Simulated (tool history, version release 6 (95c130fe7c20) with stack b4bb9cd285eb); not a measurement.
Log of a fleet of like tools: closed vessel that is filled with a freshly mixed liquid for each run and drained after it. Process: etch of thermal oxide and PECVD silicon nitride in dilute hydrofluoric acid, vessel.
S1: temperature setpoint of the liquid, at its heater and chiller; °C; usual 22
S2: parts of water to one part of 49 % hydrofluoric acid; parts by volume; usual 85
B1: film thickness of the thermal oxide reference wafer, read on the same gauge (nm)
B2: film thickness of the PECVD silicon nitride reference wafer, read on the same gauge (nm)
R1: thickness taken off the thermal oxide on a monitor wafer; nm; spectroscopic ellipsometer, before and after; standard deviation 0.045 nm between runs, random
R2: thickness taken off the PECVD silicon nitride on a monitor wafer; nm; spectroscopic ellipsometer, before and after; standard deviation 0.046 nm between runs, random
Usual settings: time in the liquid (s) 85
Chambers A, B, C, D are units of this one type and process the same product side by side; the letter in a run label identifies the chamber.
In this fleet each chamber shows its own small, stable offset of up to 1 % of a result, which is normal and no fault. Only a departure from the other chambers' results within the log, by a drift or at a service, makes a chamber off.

Run 1D, day 0.2: usual settings; B1 49.997; B2 140.01. Result: R1 4.5208 nm, R2 4.8623 nm.
Run 2C, day 0.329: usual settings; B1 50.002; B2 139.99. Result: R1 4.5902 nm, R2 4.9387 nm.
At day 0.458: chamber A: thermometer replaced.
Run 3A, day 0.512: usual settings; B1 49.994; B2 139.99. Result: R1 4.547 nm, R2 4.8125 nm.
Run 4B, day 0.646: usual settings; B1 49.997; B2 140.04. Result: R1 4.6017 nm, R2 4.8797 nm.
Run 5A, day 0.8: usual settings; B1 50.021; B2 140.04. Result: R1 4.5441 nm, R2 4.8452 nm.
Run 6B, day 0.996: usual settings but S1 25 °C, S2 45 parts by volume; B1 49.996; B2 139.99. Result: R1 10.093 nm, R2 10.876 nm.
Run 7D, day 1.108: usual settings but S1 25 °C, S2 45 parts by volume; B1 49.976; B2 140.04. Result: R1 10.241 nm, R2 11.425 nm.
Run 8C, day 1.304: usual settings but S1 25 °C, S2 45 parts by volume; B1 49.974; B2 139.98. Result: R1 10.328 nm, R2 11.346 nm.
Run 9B, day 1.458: usual settings but S1 25 °C, S2 45 parts by volume; B1 49.988; B2 140.03. Result: R1 10.029 nm, R2 11.083 nm.
Run 10A, day 1.6: usual settings; B1 49.964; B2 139.99. Result: R1 4.5674 nm, R2 4.8006 nm.
Run 11C, day 1.792: usual settings; B1 50.006; B2 140.06. Result: R1 4.5617 nm, R2 4.9448 nm.
Run 12D, day 1.946: usual settings; B1 50.013; B2 139.98. Result: R1 4.5321 nm, R2 4.9367 nm.
Run 13D, day 2.058: usual settings; B1 50.006; B2 140. Result: R1 4.4999 nm, R2 4.892 nm.
Run 14A, day 2.238: usual settings; B1 50.011; B2 139.94. Result: R1 4.4662 nm, R2 4.922 nm.
Run 15B, day 2.354: usual settings; B1 50.016; B2 139.94. Result: R1 4.4798 nm, R2 4.816 nm.
Run 16C, day 2.521: usual settings; B1 49.956; B2 139.99. Result: R1 4.5494 nm, R2 4.904 nm.
Run 17C, day 2.675: usual settings but S1 25 °C, time in the liquid (s) 110; B1 49.985; B2 139.97. Result: R1 6.5462 nm, R2 7.7577 nm.
Run 18A, day 2.846: usual settings but S1 25 °C, time in the liquid (s) 110; B1 50.007; B2 139.99. Result: R1 6.6253 nm, R2 7.7169 nm.
Run 19B, day 2.979: usual settings but S1 25 °C, time in the liquid (s) 110; B1 50.009; B2 140.03. Result: R1 6.5047 nm, R2 7.6556 nm.
Run 20D, day 3.121: usual settings but S1 25 °C, time in the liquid (s) 110; B1 49.969; B2 139.97. Result: R1 6.6099 nm, R2 7.7876 nm.
Run 21A, day 3.217: usual settings; B1 50.03; B2 139.95. Result: R1 4.5822 nm, R2 4.8749 nm.
Run 22B, day 3.392: usual settings; B1 50.031; B2 140.01. Result: R1 4.5234 nm, R2 4.8033 nm.
Run 23C, day 3.592: usual settings but S2 105 parts by volume; B1 50.005; B2 140.03. Result: R1 3.5593 nm, R2 3.9576 nm.
Run 24D, day 3.729: usual settings but S2 105 parts by volume; B1 50.001; B2 140.01. Result: R1 3.5814 nm, R2 4.0776 nm.
Run 25D, day 3.842: usual settings but S2 105 parts by volume; B1 49.995; B2 140.01. Result: R1 3.536 nm, R2 4.0111 nm.
Run 26C, day 3.971: usual settings but S2 105 parts by volume; B1 50.008; B2 140.02. Result: R1 3.525 nm, R2 3.9211 nm.
Run 27A, day 4.167: usual settings; B1 50.031; B2 140.02. Result: R1 4.485 nm, R2 4.8901 nm.
Run 28B, day 4.3: usual settings; B1 49.973; B2 139.98. Result: R1 4.5482 nm, R2 4.8101 nm.
Run 29D, day 4.488: usual settings; B1 49.971; B2 139.99. Result: R1 4.5202 nm, R2 4.8896 nm.
Run 30B, day 4.592: usual settings; B1 50.017; B2 139.96. Result: R1 4.5254 nm, R2 4.8403 nm.
At day 4.6: chamber D: hydrofluoric acid flow meter replaced.
Run 31C, day 4.775: usual settings; B1 50.023; B2 140.02. Result: R1 4.5507 nm, R2 4.897 nm.
Run 32A, day 4.929: usual settings; B1 49.985; B2 139.98. Result: R1 4.5779 nm, R2 4.8066 nm.
Run 33D, day 5.075: usual settings; B1 50.013; B2 140.01. Result: R1 4.4472 nm, R2 4.8945 nm.
Run 34A, day 5.271: usual settings; B1 49.99; B2 140.05. Result: R1 4.5041 nm, R2 4.8116 nm.
Run 35B, day 5.392: usual settings; B1 50.007; B2 139.97. Result: R1 4.5815 nm, R2 4.8428 nm.
Run 36C, day 5.575: usual settings; B1 50.001; B2 140. Result: R1 4.4997 nm, R2 4.8889 nm.
Run 37B, day 5.742: usual settings; B1 49.98; B2 139.95. Result: R1 4.5266 nm, R2 4.8739 nm.
Run 38C, day 5.85: usual settings but S1 25.5 °C, time in the liquid (s) 65; B1 50.009; B2 140.04. Result: R1 3.9825 nm, R2 4.7359 nm.
Run 39A, day 6.012: usual settings but S1 25.5 °C, time in the liquid (s) 65; B1 50.008; B2 139.98. Result: R1 3.9591 nm, R2 4.6241 nm.
Run 40D, day 6.129: usual settings but S1 25.5 °C, time in the liquid (s) 65; B1 50.006; B2 139.98. Result: R1 3.912 nm, R2 4.6932 nm.
Run 41A, day 6.279: usual settings but S1 25.5 °C, time in the liquid (s) 65; B1 50.028; B2 140.02. Result: R1 4.0274 nm, R2 4.6979 nm.
Run 42D, day 6.471: usual settings; B1 50.003; B2 139.98. Result: R1 4.4875 nm, R2 4.8974 nm.

Decide between three cases: one chamber stands off from its peers, the gauge reading all wafers drifts, or nothing is wrong past each chamber's small offset. Where a chamber is off, say which and what most likely put it there.

Neither any chamber nor the gauge drifts; the chambers differ only by their own small, steady offsets.
